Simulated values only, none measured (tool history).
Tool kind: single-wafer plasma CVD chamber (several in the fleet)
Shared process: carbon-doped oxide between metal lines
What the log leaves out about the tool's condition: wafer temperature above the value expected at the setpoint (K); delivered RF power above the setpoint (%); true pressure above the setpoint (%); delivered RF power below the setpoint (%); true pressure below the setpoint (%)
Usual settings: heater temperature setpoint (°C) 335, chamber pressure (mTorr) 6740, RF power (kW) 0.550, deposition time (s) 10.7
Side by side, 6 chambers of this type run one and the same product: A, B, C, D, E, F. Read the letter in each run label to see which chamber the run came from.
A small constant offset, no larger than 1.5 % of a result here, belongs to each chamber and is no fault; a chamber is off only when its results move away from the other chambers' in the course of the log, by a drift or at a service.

run   hour  heater temperature setpoint (°C)  chamber pressure (mTorr)  RF power (kW)  deposition time (s)  hours since the last thermocouple change  hours since the last RF generator calibration  hours since the last manometer calibration  read-back reference wafer on the same gauge, thickness_nm  mean film thickness on the monitor wafer (Å)
 1C    4.0                               335                      6740          0.550                 10.7                                     592.7                                          938.8                                       242.1                                                     76.166                                        636.12
 2B    9.1                               335                      6740          0.550                 10.7                                     973.6                                          457.1                                      1727.6                                                     76.192                                        629.87
 3F   16.7                               335                      6740          0.550                 10.7                                    2455.6                                         1025.7                                       164.2                                                     76.214                                        636.47
 4E   23.5                               335                      6740          0.550                 10.7                                     964.1                                         1096.7                                       438.3                                                     76.192                                        637.49
 5A   30.6                               335                      6740          0.550                 10.7                                      64.5                                         1803.2                                       348.5                                                     76.165                                        644.12
      31.4  -- chamber C: RF generator calibrated
 6D   38.1                               335                      6740          0.550                 10.7                                     403.6                                         1352.5                                       577.3                                                     76.204                                        635.97
 7A   45.6                               335                      6740          0.550                 10.7                                      79.5                                         1818.2                                       363.5                                                     76.200                                        644.87
 8E   53.8                               335                      6740          0.550                 10.7                                     994.4                                         1127.0                                       468.6                                                     76.172                                        640.29
 9F   62.9                               335                      6740          0.550                 10.7                                    2501.8                                         1071.9                                       210.4                                                     76.142                                        633.67
10B   71.9                               335                      6740          0.550                 10.7                                    1036.4                                          519.9                                      1790.4                                                     76.245                                        630.39
11D   80.5                               335                      6740          0.550                 10.7                                     446.0                                         1394.9                                       619.7                                                     76.196                                        636.73
12C   87.5                               335                      6740          0.550                 10.7                                     676.2                                           56.1                                       325.6                                                     76.219                                        635.21
13B   93.3                               335                      6740          0.550                 10.7                                    1057.8                                          541.3                                      1811.8                                                     76.209                                        631.66
14E   99.6                               345                      5540          0.550                 10.7                                    1040.2                                         1172.8                                       514.4                                                     76.210                                        607.75
15A  105.2                               345                      5540          0.550                 10.7                                     139.1                                         1877.8                                       423.1                                                     76.249                                        613.33
16F  113.7                               345                      5540          0.550                 10.7                                    2552.6                                         1122.7                                       261.2                                                     76.223                                        606.29
17D  121.0                               345                      5540          0.550                 10.7                                     486.5                                         1435.4                                       660.2                                                     76.142                                        606.21
18C  127.3                               345                      5540          0.550                 10.7                                     716.0                                           95.9                                       365.4                                                     76.135                                        605.89
19A  132.0                               345                      5540          0.550                 10.7                                     165.9                                         1904.6                                       449.9                                                     76.219                                        613.38
20E  140.1                               335                      6740          0.550                 10.7                                    1080.7                                         1213.3                                       554.9                                                     76.141                                        637.02
21D  148.7                               345                      6740          0.550                 11.9                                     514.2                                         1463.1                                       687.9                                                     76.210                                        683.69
22F  154.4                               345                      6740          0.550                 11.9                                    2593.3                                         1163.4                                       301.9                                                     76.201                                        682.65
23C  159.9                               345                      6740          0.550                 11.9                                     748.6                                          128.5                                       398.0                                                     76.228                                        684.35
24B  167.9                               345                      6740          0.550                 11.9                                    1132.4                                          615.9                                      1886.4                                                     76.209                                        672.96
25E  174.6                               345                      6740          0.550                 11.9                                    1115.2                                         1247.8                                       589.4                                                     76.200                                        684.49
26B  179.5                               345                      6740          0.550                 11.9                                    1144.0                                          627.5                                      1898.0                                                     76.210                                        665.97
27C  184.3                               335                      6740          0.550                 10.7                                     773.0                                          152.9                                       422.4                                                     76.210                                        635.26
28A  191.7                               335                      6740          0.550                 10.7                                     225.6                                         1964.3                                       509.6                                                     76.145                                        647.95
29F  199.2                               335                      6740          0.550                 10.7                                    2638.1                                         1208.2                                       346.7                                                     76.263                                        636.60
30D  204.6                               335                      6740          0.550                 10.7                                     570.1                                         1519.0                                       743.8                                                     76.192                                        635.32
31B  209.0                               335                      6740          0.550                 10.7                                    1173.5                                          657.0                                      1927.5                                                     76.260                                        617.90
32E  216.0                               335                      6740          0.550                 10.7                                    1156.6                                         1289.2                                       630.8                                                     76.169                                        637.87
33F  220.1                               335                      6740          0.550                 10.7                                    2659.0                                         1229.1                                       367.6                                                     76.258                                        634.31
34D  224.6                               335                      6740          0.550                 10.7                                     590.1                                         1539.0                                       763.8                                                     76.210                                        636.43
35C  232.9                               335                      6740          0.550                 10.7                                     821.6                                          201.5                                       471.0                                                     76.190                                        633.70
36A  240.8                               335                      6740          0.550                 10.7                                     274.7                                         2013.4                                       558.7                                                     76.234                                        644.98
37F  246.2                               335                      6740          0.550                 10.7                                    2685.1                                         1255.2                                       393.7                                                     76.187                                        635.15
38B  254.1                               335                      6740          0.550                 10.7                                    1218.6                                          702.1                                      1972.6                                                     76.142                                        606.33
39C  260.2                               335                      6740          0.550                 10.7                                     848.9                                          228.8                                       498.3                                                     76.204                                        635.32
40E  266.3                               335                      6740          0.550                 10.7                                    1206.9                                         1339.5                                       681.1                                                     76.175                                        642.05
41A  273.5                               335                      6740          0.550                 10.7                                     307.4                                         2046.1                                       591.4                                                     76.221                                        644.39
42D  280.4                               335                      6740          0.550                 10.7                                     645.9                                         1594.8                                       819.6                                                     76.218                                        638.05
43C  286.8                               335                      6140          0.550                 11.6                                     875.5                                          255.4                                       524.9                                                     76.187                                        680.04

Has any chamber moved away from the others, gradually or after a service, or does the common gauge drift, or do the chambers differ only by their own small steady offsets? State the chamber and the most likely cause if one applies.

It is chamber B that slowly wanders off from its peers.
What lies behind it: delivered RF power below the setpoint (%) = 7.2.

Here are 4 candidates for chamber B's next run, each the usual settings with a change, their results left as question marks. Which one brings its results back in line with what the others give on the usual settings?
Allowed miss from the other chambers' usual-settings mean, per result, to count as in line: mean film thickness on the monitor wafer (Å) 7.40
44B-1  293.4                               335                      6760          0.555                 10.9                                                                                                                                                                                                                                             ?
44B-2  293.4                               336                      6690          0.530                 10.7                                                                                                                                                                                                                                             ?
44B-3  293.4                               335                      6710          0.535                 10.3                                                                                                                                                                                                                                             ?
44B-4  293.4                               334                      6770          0.565                 11.1                                                                                                                                                                                                                                             ?

Other chambers, usual settings, mean: mean film thickness on the monitor wafer (Å) 638.19
  run  mean film thickness on the monitor wafer (Å)
44B-1                                        617.67
44B-2                                        586.65
44B-3                                        570.46
44B-4                                        638.10
44B-4 is the one that brings the chamber's results back in line with the other chambers.

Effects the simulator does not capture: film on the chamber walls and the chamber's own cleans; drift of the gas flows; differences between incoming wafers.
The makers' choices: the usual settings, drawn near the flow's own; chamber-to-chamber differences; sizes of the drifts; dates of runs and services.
